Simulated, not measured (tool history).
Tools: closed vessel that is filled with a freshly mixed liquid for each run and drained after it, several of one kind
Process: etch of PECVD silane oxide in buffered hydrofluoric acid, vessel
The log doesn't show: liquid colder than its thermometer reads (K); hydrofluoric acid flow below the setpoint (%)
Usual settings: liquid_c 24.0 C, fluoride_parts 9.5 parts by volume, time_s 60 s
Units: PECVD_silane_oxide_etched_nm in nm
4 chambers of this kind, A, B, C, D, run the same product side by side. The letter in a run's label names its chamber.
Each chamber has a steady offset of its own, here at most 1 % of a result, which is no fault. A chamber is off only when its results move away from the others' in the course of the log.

run,hour,liquid_c,fluoride_parts,time_s,hours since the thermometer was replaced,hours since the hydrofluoric acid flow meter was replaced,"read-back film thickness of the PECVD silane oxide reference wafer, read on the same gauge (nm)",PECVD_silane_oxide_etched_nm
1B,4.3,24.0,9.5,60,1200.9,1047.9,120.03,315.84
2D,12.9,24.0,9.5,60,1878.4,827.0,120.02,310.60
3A,18.8,24.0,9.5,60,262.6,1000.1,120.06,309.20
4C,26.5,24.0,9.5,60,650.7,446.5,120.00,313.74
5A,32.5,24.0,9.5,60,276.3,1013.8,120.00,312.07
6B,38.2,24.0,9.5,60,1234.8,1081.8,120.00,314.89
7D,47.1,24.0,9.5,60,1912.6,861.2,119.98,307.66
8C,55.5,24.0,9.5,60,679.7,475.5,120.00,315.73
9D,64.8,28.0,9.5,30,1930.3,878.9,120.01,193.40
10B,71.4,28.0,9.5,30,1268.0,1115.0,119.98,193.66
11C,76.1,28.0,9.5,30,700.3,496.1,119.99,194.28
12A,84.4,28.0,9.5,30,328.2,1065.7,119.98,191.68
13B,88.6,27.5,9.5,40,1285.2,1132.2,120.02,250.83
14D,97.5,27.5,9.5,40,1963.0,911.6,119.99,250.93
15C,105.0,27.5,9.5,40,729.2,525.0,120.00,251.47
16A,110.0,27.5,9.5,40,353.8,1091.3,119.99,251.27
17D,115.0,24.0,9.5,60,1980.5,929.1,120.02,309.97
18A,121.9,24.0,9.5,60,365.7,1103.2,120.01,315.69
# hour 124.8: chamber C: hydrofluoric acid flow meter replaced
19B,128.1,24.0,9.5,60,1324.7,1171.7,120.00,309.75
20C,133.2,24.0,9.5,60,757.4,8.4,119.98,313.72
21D,139.6,24.0,9.5,60,2005.1,953.7,119.99,309.35
22C,144.9,24.0,9.5,60,769.1,20.1,119.98,315.46
23B,150.8,24.0,9.5,60,1347.4,1194.4,120.02,309.09
24A,155.2,24.0,9.5,60,399.0,1136.5,120.01,310.14
25C,160.2,24.0,9.5,60,784.4,35.4,119.99,314.89
26B,166.9,20.0,7.5,60,1363.5,1210.5,119.98,308.71
27D,171.3,20.0,7.5,60,2036.8,985.4,119.99,311.66
28A,180.5,20.0,7.5,60,424.3,1161.8,120.03,318.24
29C,186.3,20.0,7.5,60,810.5,61.5,120.04,318.00
30B,194.2,24.0,9.5,60,1390.8,1237.8,120.00,304.53
31A,203.2,24.0,9.5,60,447.0,1184.5,120.01,310.93
32D,208.5,26.0,9.5,60,2074.0,1022.6,120.01,347.55

Next, every chamber runs the same settings. What will each give?
33A,215.5,24.0,9.5,60,,,,?
33B,215.5,24.0,9.5,60,,,,?
33C,215.5,24.0,9.5,60,,,,?
33D,215.5,24.0,9.5,60,,,,?

run,PECVD_silane_oxide_etched_nm
33A,310.39
33B,302.01
33C,315.52
33D,308.45
